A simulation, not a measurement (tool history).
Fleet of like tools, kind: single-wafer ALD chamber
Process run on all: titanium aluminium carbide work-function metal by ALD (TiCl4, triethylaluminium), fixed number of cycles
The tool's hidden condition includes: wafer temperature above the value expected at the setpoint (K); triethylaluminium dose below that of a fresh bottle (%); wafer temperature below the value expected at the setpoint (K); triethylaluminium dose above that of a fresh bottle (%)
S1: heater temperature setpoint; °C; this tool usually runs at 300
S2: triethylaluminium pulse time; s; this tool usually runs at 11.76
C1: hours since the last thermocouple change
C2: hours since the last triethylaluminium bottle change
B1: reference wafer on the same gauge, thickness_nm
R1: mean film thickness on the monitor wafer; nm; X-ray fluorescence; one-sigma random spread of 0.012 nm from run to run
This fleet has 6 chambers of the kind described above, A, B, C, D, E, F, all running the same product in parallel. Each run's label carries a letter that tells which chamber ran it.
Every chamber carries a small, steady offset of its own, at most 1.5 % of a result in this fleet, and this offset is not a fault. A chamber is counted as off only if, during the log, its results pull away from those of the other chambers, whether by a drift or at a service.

Run 1F, hour 10.0: usual settings; C1 277.5; C2 1069.4; B1 2.1793. Result: R1 2.0389 nm.
Run 2C, hour 19.4: usual settings; C1 501.1; C2 450.5; B1 2.1794. Result: R1 2.0215 nm.
Run 3D, hour 33.9: usual settings; C1 2362.0; C2 574.6; B1 2.1791. Result: R1 2.0107 nm.
Run 4E, hour 49.1: usual settings; C1 1888.3; C2 766.5; B1 2.1829. Result: R1 1.9994 nm.
Run 5A, hour 61.0: usual settings; C1 1466.6; C2 357.0; B1 2.1791. Result: R1 2.0204 nm.
At hour 61.8: chamber D: triethylaluminium bottle replaced.
Run 6B, hour 74.3: usual settings; C1 106.0; C2 241.9; B1 2.1797. Result: R1 2.0341 nm.
Run 7E, hour 85.6: usual settings; C1 1924.8; C2 803.0; B1 2.1788. Result: R1 2.0188 nm.
At hour 90.2: chamber D: thermocouple changed; heater temperature recalibrated.
Run 8F, hour 97.2: usual settings; C1 364.7; C2 1156.6; B1 2.1781. Result: R1 2.0303 nm.
Run 9C, hour 110.5: usual settings; C1 592.2; C2 541.6; B1 2.1850. Result: R1 2.0196 nm.
Run 10A, hour 118.5: usual settings; C1 1524.1; C2 414.5; B1 2.1804. Result: R1 2.0583 nm.
Run 11D, hour 129.2: usual settings; C1 39.1; C2 67.4; B1 2.1792. Result: R1 2.0289 nm.
Run 12B, hour 143.1: usual settings; C1 174.8; C2 310.7; B1 2.1817. Result: R1 2.0550 nm.
Run 13B, hour 157.1: usual settings; C1 188.8; C2 324.7; B1 2.1784. Result: R1 2.0720 nm.
Run 14E, hour 168.6: usual settings; C1 2007.8; C2 886.0; B1 2.1789. Result: R1 2.0163 nm.
Run 15D, hour 175.8: usual settings; C1 85.7; C2 114.0; B1 2.1816. Result: R1 2.0257 nm.
Run 16A, hour 187.6: usual settings; C1 1593.2; C2 483.6; B1 2.1788. Result: R1 2.0205 nm.
Run 17C, hour 200.3: usual settings; C1 682.0; C2 631.4; B1 2.1770. Result: R1 2.0283 nm.
Run 18F, hour 215.4: usual settings; C1 482.9; C2 1274.8; B1 2.1816. Result: R1 2.0287 nm.
Run 19B, hour 224.5: usual settings; C1 256.2; C2 392.1; B1 2.1797. Result: R1 2.0719 nm.
Run 20D, hour 236.8: usual settings; C1 146.7; C2 175.0; B1 2.1817. Result: R1 2.0228 nm.
Run 21E, hour 252.6: usual settings; C1 2091.8; C2 970.0; B1 2.1798. Result: R1 2.0085 nm.
Run 22F, hour 261.7: usual settings; C1 529.2; C2 1321.1; B1 2.1803. Result: R1 2.0303 nm.
Run 23C, hour 274.0: usual settings; C1 755.7; C2 705.1; B1 2.1790. Result: R1 2.0295 nm.
Run 24A, hour 287.1: usual settings; C1 1692.7; C2 583.1; B1 2.1788. Result: R1 2.0204 nm.
Run 25E, hour 295.5: usual settings; C1 2134.7; C2 1012.9; B1 2.1795. Result: R1 2.0101 nm.
Run 26A, hour 308.9: usual settings; C1 1714.5; C2 604.9; B1 2.1744. Result: R1 2.0407 nm.
Run 27B, hour 318.7: usual settings; C1 350.4; C2 486.3; B1 2.1848. Result: R1 2.0441 nm.
Run 28F, hour 330.4: usual settings; C1 597.9; C2 1389.8; B1 2.1757. Result: R1 2.0363 nm.
Run 29D, hour 344.9: usual settings; C1 254.8; C2 283.1; B1 2.1794. Result: R1 2.0184 nm.
Run 30C, hour 361.0: usual settings; C1 842.7; C2 792.1; B1 2.1841. Result: R1 2.0299 nm.
At hour 365.5: chamber A: triethylaluminium bottle replaced.
Run 31A, hour 368.9: usual settings but S1 314 °C; C1 1774.5; C2 3.4; B1 2.1790. Result: R1 2.1502 nm.
Run 32B, hour 376.1: usual settings but S1 314 °C; C1 407.8; C2 543.7; B1 2.1761. Result: R1 2.1989 nm.
Run 33C, hour 387.4: usual settings but S1 314 °C; C1 869.1; C2 818.5; B1 2.1790. Result: R1 2.1488 nm.
Run 34F, hour 400.8: usual settings but S1 314 °C; C1 668.3; C2 1460.2; B1 2.1805. Result: R1 2.1545 nm.
Run 35E, hour 411.8: usual settings but S1 314 °C; C1 2251.0; C2 1129.2; B1 2.1797. Result: R1 2.1309 nm.
Run 36D, hour 426.5: usual settings but S1 314 °C; C1 336.4; C2 364.7; B1 2.1809. Result: R1 2.1415 nm.
Run 37E, hour 439.4: usual settings; C1 2278.6; C2 1156.8; B1 2.1821. Result: R1 2.0257 nm.
Run 38F, hour 452.9: usual settings; C1 720.4; C2 1512.3; B1 2.1789. Result: R1 2.0363 nm.
Run 39D, hour 464.9: usual settings but S2 13.67 s; C1 374.8; C2 403.1; B1 2.1791. Result: R1 2.0361 nm.
Run 40A, hour 476.7: usual settings but S2 13.67 s; C1 1882.3; C2 111.2; B1 2.1810. Result: R1 2.0445 nm.

Is one chamber out of step, is the gauge drifting, or do the chambers differ by no more than their own small offsets? For an off chamber, give its letter and the likeliest cause.

Neither any chamber nor the gauge drifts; the chambers differ only by their own small, steady offsets.
